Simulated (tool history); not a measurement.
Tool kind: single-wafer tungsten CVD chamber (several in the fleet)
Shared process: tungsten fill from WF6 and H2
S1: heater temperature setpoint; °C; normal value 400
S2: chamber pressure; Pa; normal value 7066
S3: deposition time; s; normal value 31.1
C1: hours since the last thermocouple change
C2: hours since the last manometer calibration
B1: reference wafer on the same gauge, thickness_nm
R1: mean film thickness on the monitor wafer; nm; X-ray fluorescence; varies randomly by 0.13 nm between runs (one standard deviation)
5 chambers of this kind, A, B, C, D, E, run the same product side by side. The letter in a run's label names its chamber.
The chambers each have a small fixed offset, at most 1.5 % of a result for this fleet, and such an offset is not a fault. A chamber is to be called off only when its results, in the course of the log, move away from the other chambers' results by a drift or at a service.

run   hour   S1    S2    S3      C1      C2      B1      R1
 1B   13.2  400  7066  31.1   164.7   552.7  115.02  117.01
 2E   20.9  400  7066  31.1   575.7   620.1  114.99  117.47
 3A   31.3  400  7066  31.1  1398.8   708.4     115  118.13
 4D   41.5  400  7066  31.1  1666.4   707.2  115.07  117.55
 5C   57.1  400  7066  31.1   534.8  1128.1  115.04  119.29
 6E   64.8  400  7066  31.1   619.6     664  115.06  117.52
 7C     78  400  7066  31.1   555.7    1149  115.09  119.35
 8B     87  400  7066  31.1   238.5   626.5  115.09  117.06
 9D   95.3  400  7066  31.1  1720.2     761  115.07  117.57
10A  108.8  400  7066  31.1  1476.3   785.9  115.13  118.64
11B  119.2  400  7066  31.1   270.7   658.7  115.15  117.14
12E  127.4  400  7066  31.1   682.2   726.6  115.13  117.73
13C  141.9  400  7066  31.1   619.6  1212.9  115.13  119.54
14D  149.7  400  7066  31.1  1774.6   815.4  115.14  117.62
15A  158.7  400  7066  31.1  1526.2   835.8  115.18  118.72
16E  170.4  400  7066  31.1   725.2   769.6  115.22  117.65
17C  177.3  400  7066  31.1     655  1248.3  115.18  119.37
18B  184.2  400  7066  31.1   335.7   723.7   115.2  117.48
19A  191.5  400  7066  31.1    1559   868.6  115.24  118.68
20D  206.8  400  7066  31.1  1831.7   872.5  115.21  117.69
21D  216.4  400  7066  31.1  1841.3   882.1  115.23  118.04
22E  227.3  400  7066  31.1   782.1   826.5  115.26  118.06
23A  238.8  393  7066  36.7  1606.3   915.9  115.26  122.71
24C  246.5  393  7066  36.7   724.2  1317.5  115.28  123.58
25B  262.1  393  7066  36.7   413.6   801.6  115.29  121.35
26B  269.6  393  7066  36.7   421.1   809.1  115.31  121.56
27E  279.6  393  7066  36.7   834.4   878.8  115.28  122.24
28D  287.1  400  7066  31.1    1912   952.8  115.33  117.89
29C  298.3  409  7066  36.6     776  1369.3  115.32  165.17
30A  310.8  409  7066  36.6  1678.3   987.9  115.31  164.21
31A  323.5  409  7066  36.6    1691  1000.6  115.37  163.98
32C  333.6  409  7066  36.6   811.3  1404.6  115.34  165.21
33D  348.8  409  7066  36.6  1973.7  1014.5  115.36  162.66
34B  360.4  400  7066  31.1   511.9   899.9   115.4   117.2
     366.5  -- chamber D: thermocouple changed; heater temperature recalibrated
35E  372.5  400  7066  31.1   927.3   971.7  115.39  117.94
36A  383.3  392  7066  33.6  1750.8  1060.4   115.4  110.19
37B    398  392  7066  33.6   549.5   937.5  115.42  109.27
38C  412.2  392  7066  33.6   889.9  1483.2  115.43   111.5
39D  428.1  392  7066  33.6    61.6  1093.8  115.43  109.95
     435.7  -- chamber E: thermocouple changed; heater temperature recalibrated
40E  439.9  392  7066  33.6     4.2  1039.1  115.47  109.91
41E  454.8  400  7066  31.1    19.1    1054  115.47  118.15
42D  465.5  400  7066  31.1      99  1131.2   115.5  117.98
43B  473.4  400  7066  31.1   624.9  1012.9  115.49   117.6

Which is it: a chamber that has drifted or been left off by a service, a gauge drift common to all chambers, or only each chamber's usual small offset? If a chamber is off, name it and its likeliest cause.

It is the gauge, not a chamber: its drift shows up in every chamber's results at once, and no chamber is off.
Most likely cause: gauge reads high (%) = 0.446.
